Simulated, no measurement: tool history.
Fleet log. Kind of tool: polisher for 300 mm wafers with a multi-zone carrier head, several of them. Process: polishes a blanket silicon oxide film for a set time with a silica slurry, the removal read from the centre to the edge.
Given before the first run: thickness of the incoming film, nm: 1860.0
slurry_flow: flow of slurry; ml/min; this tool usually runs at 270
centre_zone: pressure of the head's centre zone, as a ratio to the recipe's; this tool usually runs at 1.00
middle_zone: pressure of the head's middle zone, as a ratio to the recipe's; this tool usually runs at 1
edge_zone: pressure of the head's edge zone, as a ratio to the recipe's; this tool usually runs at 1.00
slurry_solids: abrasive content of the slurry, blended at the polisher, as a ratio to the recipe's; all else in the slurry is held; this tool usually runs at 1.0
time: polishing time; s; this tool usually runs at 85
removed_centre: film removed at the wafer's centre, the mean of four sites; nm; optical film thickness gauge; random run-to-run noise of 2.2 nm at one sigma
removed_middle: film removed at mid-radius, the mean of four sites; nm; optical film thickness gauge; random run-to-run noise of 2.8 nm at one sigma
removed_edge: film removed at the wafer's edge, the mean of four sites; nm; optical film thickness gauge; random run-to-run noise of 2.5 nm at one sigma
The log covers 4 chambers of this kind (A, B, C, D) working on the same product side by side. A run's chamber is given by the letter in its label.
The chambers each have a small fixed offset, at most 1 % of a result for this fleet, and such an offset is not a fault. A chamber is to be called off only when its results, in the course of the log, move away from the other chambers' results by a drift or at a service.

Run 1B, hour 5.1: usual settings. Result: removed_centre 197.45 nm, removed_middle 196.92 nm, removed_edge 195.05 nm.
At hour 6.1: chamber C: worn pad replaced by a new one.
Run 2A, hour 13.9: usual settings. Result: removed_centre 195.50 nm, removed_middle 195.18 nm, removed_edge 197.85 nm.
Run 3C, hour 23.2: usual settings. Result: removed_centre 197.14 nm, removed_middle 198.45 nm, removed_edge 195.73 nm.
At hour 29.5: chamber A: worn pad replaced by a new one.
Run 4D, hour 30.1: usual settings. Result: removed_centre 199.75 nm, removed_middle 197.93 nm, removed_edge 195.61 nm.
Run 5C, hour 35.3: usual settings. Result: removed_centre 190.26 nm, removed_middle 194.58 nm, removed_edge 195.66 nm.
Run 6D, hour 40.1: usual settings. Result: removed_centre 195.64 nm, removed_middle 197.70 nm, removed_edge 196.02 nm.
At hour 42.1: chamber B: worn pad replaced by a new one.
Run 7A, hour 47.7: usual settings but centre_zone 0.89. Result: removed_centre 175.01 nm, removed_middle 196.34 nm, removed_edge 197.46 nm.
Run 8B, hour 52.0: usual settings but centre_zone 0.89. Result: removed_centre 172.08 nm, removed_middle 189.50 nm, removed_edge 195.46 nm.
Run 9B, hour 60.1: usual settings but centre_zone 0.89. Result: removed_centre 172.05 nm, removed_middle 198.75 nm, removed_edge 200.17 nm.
Run 10D, hour 65.1: usual settings but centre_zone 0.89. Result: removed_centre 173.46 nm, removed_middle 196.99 nm, removed_edge 197.27 nm.
At hour 65.3: chamber C: edge zone pressure recalibrated.
Run 11A, hour 69.5: usual settings. Result: removed_centre 194.69 nm, removed_middle 200.79 nm, removed_edge 199.15 nm.
At hour 72.0: chamber C: worn pad replaced by a new one.
Run 12C, hour 77.8: usual settings. Result: removed_centre 195.64 nm, removed_middle 198.87 nm, removed_edge 196.55 nm.
Run 13D, hour 86.4: usual settings but edge_zone 1.05, slurry_solids 0.8. Result: removed_centre 174.75 nm, removed_middle 177.88 nm, removed_edge 176.96 nm.
Run 14C, hour 93.0: usual settings but edge_zone 1.05, slurry_solids 0.8. Result: removed_centre 179.75 nm, removed_middle 171.79 nm, removed_edge 183.14 nm.
Run 15B, hour 97.3: usual settings but edge_zone 1.05, slurry_solids 0.8. Result: removed_centre 174.67 nm, removed_middle 174.76 nm, removed_edge 181.43 nm.
At hour 104.1: chamber B: worn pad replaced by a new one.
Run 16A, hour 104.7: usual settings but edge_zone 1.05, slurry_solids 0.8. Result: removed_centre 178.97 nm, removed_middle 181.40 nm, removed_edge 180.09 nm.
Run 17C, hour 110.2: usual settings. Result: removed_centre 198.34 nm, removed_middle 199.93 nm, removed_edge 192.04 nm.
Run 18D, hour 115.9: usual settings. Result: removed_centre 193.22 nm, removed_middle 192.65 nm, removed_edge 193.26 nm.
At hour 120.4: chamber D: edge zone pressure recalibrated.
Run 19A, hour 122.8: usual settings. Result: removed_centre 193.66 nm, removed_middle 197.19 nm, removed_edge 194.36 nm.
Run 20B, hour 131.3: usual settings but edge_zone 1.04. Result: removed_centre 200.26 nm, removed_middle 194.10 nm, removed_edge 200.00 nm.
Run 21C, hour 140.6: usual settings but edge_zone 1.04. Result: removed_centre 192.92 nm, removed_middle 191.57 nm, removed_edge 198.61 nm.
At hour 143.5: chamber C: worn pad replaced by a new one.
At hour 148.7: chamber A: worn pad replaced by a new one.
Run 22B, hour 149.3: usual settings but edge_zone 1.04. Result: removed_centre 196.16 nm, removed_middle 193.90 nm, removed_edge 194.85 nm.
Run 23A, hour 158.2: usual settings but edge_zone 1.04. Result: removed_centre 197.13 nm, removed_middle 197.18 nm, removed_edge 203.12 nm.
At hour 159.7: chamber B: worn pad replaced by a new one.
At hour 162.3: chamber D: centre zone pressure recalibrated.
Run 24D, hour 165.7: usual settings. Result: removed_centre 187.78 nm, removed_middle 191.35 nm, removed_edge 185.66 nm.
Run 25D, hour 170.7: usual settings. Result: removed_centre 192.87 nm, removed_middle 189.09 nm, removed_edge 187.53 nm.
Run 26A, hour 179.7: usual settings. Result: removed_centre 199.82 nm, removed_middle 195.30 nm, removed_edge 197.29 nm.
Run 27B, hour 184.5: usual settings. Result: removed_centre 193.80 nm, removed_middle 197.41 nm, removed_edge 198.15 nm.
Run 28C, hour 191.8: usual settings. Result: removed_centre 196.95 nm, removed_middle 198.50 nm, removed_edge 198.23 nm.
At hour 196.2: chamber A: slurry nozzle cleaned.
Run 29C, hour 200.4: usual settings. Result: removed_centre 195.39 nm, removed_middle 194.89 nm, removed_edge 194.10 nm.
Run 30A, hour 207.5: usual settings. Result: removed_centre 199.10 nm, removed_middle 197.45 nm, removed_edge 193.65 nm.

The same settings go to every chamber for the next run, one line per chamber below. Forecast the results for each:
Run 31A, hour 214.4: usual settings. Result: removed_centre ?, removed_middle ?, removed_edge ?.
Run 31B, hour 214.4: usual settings. Result: removed_centre ?, removed_middle ?, removed_edge ?.
Run 31C, hour 214.4: usual settings. Result: removed_centre ?, removed_middle ?, removed_edge ?.
Run 31D, hour 214.4: usual settings. Result: removed_centre ?, removed_middle ?, removed_edge ?.

run  removed_centre  removed_middle  removed_edge
31A          196.10          198.17        192.17
31B          197.66          196.43        196.79
31C          197.94          193.05        199.22
31D          184.97          187.19        186.75
